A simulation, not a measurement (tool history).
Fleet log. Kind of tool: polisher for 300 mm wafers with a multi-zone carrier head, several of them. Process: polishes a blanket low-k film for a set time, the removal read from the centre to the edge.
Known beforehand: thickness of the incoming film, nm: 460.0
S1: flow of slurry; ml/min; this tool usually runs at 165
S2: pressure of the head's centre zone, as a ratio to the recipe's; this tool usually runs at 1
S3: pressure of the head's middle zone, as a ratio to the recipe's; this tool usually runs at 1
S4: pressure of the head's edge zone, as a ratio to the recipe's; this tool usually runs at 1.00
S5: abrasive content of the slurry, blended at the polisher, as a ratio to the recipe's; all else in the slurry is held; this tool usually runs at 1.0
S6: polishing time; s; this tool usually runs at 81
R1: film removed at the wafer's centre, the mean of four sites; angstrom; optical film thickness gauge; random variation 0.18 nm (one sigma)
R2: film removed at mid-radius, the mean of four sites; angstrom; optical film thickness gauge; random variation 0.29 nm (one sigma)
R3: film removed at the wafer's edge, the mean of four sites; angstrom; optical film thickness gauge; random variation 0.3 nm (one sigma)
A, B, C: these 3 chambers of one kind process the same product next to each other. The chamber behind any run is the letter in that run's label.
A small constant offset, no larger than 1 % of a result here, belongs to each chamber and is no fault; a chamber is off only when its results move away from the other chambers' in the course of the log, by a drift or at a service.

run,hour,S1,S2,S3,S4,S5,S6,R1,R2,R3
1A,6.0,165,1,1,1.00,1.0,81,245.62,249.14,248.25
# hour 12.1: chamber C: slurry nozzle cleaned
2C,12.2,165,1,1,1.00,1.0,81,249.29,247.80,246.15
3B,15.9,165,1,1,1.00,1.0,81,251.37,250.98,246.54
4B,20.5,165,1,1,1.00,1.0,81,252.71,253.26,251.99
5C,23.4,165,1,1,1.00,1.0,81,250.94,252.88,248.03
6A,27.0,165,1,1,1.00,1.0,81,244.99,243.65,246.59
7B,30.4,165,1,1,1.00,1.0,81,251.99,248.64,245.92
8C,36.0,165,1,1,1.00,1.0,81,251.74,246.72,247.65
# hour 37.5: chamber A: worn pad replaced by a new one
9A,41.3,165,1,1,1.00,1.0,81,244.42,249.36,248.38
# hour 44.3: chamber A: edge zone pressure recalibrated
10A,46.2,165,1,1,1.00,1.0,81,246.15,246.07,251.23
# hour 47.5: chamber A: slurry nozzle cleaned
# hour 48.6: chamber C: worn pad replaced by a new one
# hour 48.7: chamber A: centre zone pressure recalibrated
11B,50.2,165,1,1,1.00,0.8,67,185.71,183.66,187.16
# hour 53.3: chamber B: slurry nozzle cleaned
12C,54.8,165,1,1,1.00,0.8,67,185.38,183.57,184.67
13A,60.0,165,1,1,1.00,0.8,67,169.15,180.13,185.03
14C,62.8,165,1,1,1.00,1.0,81,249.20,247.51,252.74
15B,67.6,165,1,1,1.00,1.0,81,250.88,248.33,253.42
16B,72.0,165,1,1,1.00,1.0,81,246.85,250.73,251.48
17C,77.9,165,1,1,1.00,1.0,81,249.43,244.44,253.31
18A,81.3,165,1,1,1.00,1.0,81,228.37,247.75,246.21
19C,86.9,165,1,1,1.00,1.0,81,250.73,253.13,250.67
20A,90.1,165,1,1,1.00,1.0,81,227.41,251.42,245.66
21B,94.8,165,1,1,1.00,1.0,81,247.92,252.14,252.93
22C,98.5,165,1,1,1.00,1.0,81,253.07,248.77,249.11
# hour 101.5: chamber A: worn pad replaced by a new one
23A,103.4,135,1,1,0.92,1.0,81,221.23,244.57,228.31
# hour 106.2: chamber B: worn pad replaced by a new one
24B,108.7,135,1,1,0.92,1.0,81,239.24,239.66,233.79
25A,114.3,135,1,1,0.92,1.0,81,220.19,238.98,230.75
26B,118.2,165,1,1,1.00,1.0,81,253.37,250.63,252.00

All chambers now run identical settings, listed one chamber a line with results as question marks. What results will each chamber show?
27A,122.7,165,1,1,1.00,1.0,81,?,?,?
27B,122.7,165,1,1,1.00,1.0,81,?,?,?
27C,122.7,165,1,1,1.00,1.0,81,?,?,?

run,R1,R2,R3
27A,228.01,248.28,246.79
27B,253.49,251.57,251.45
27C,249.59,244.05,245.22
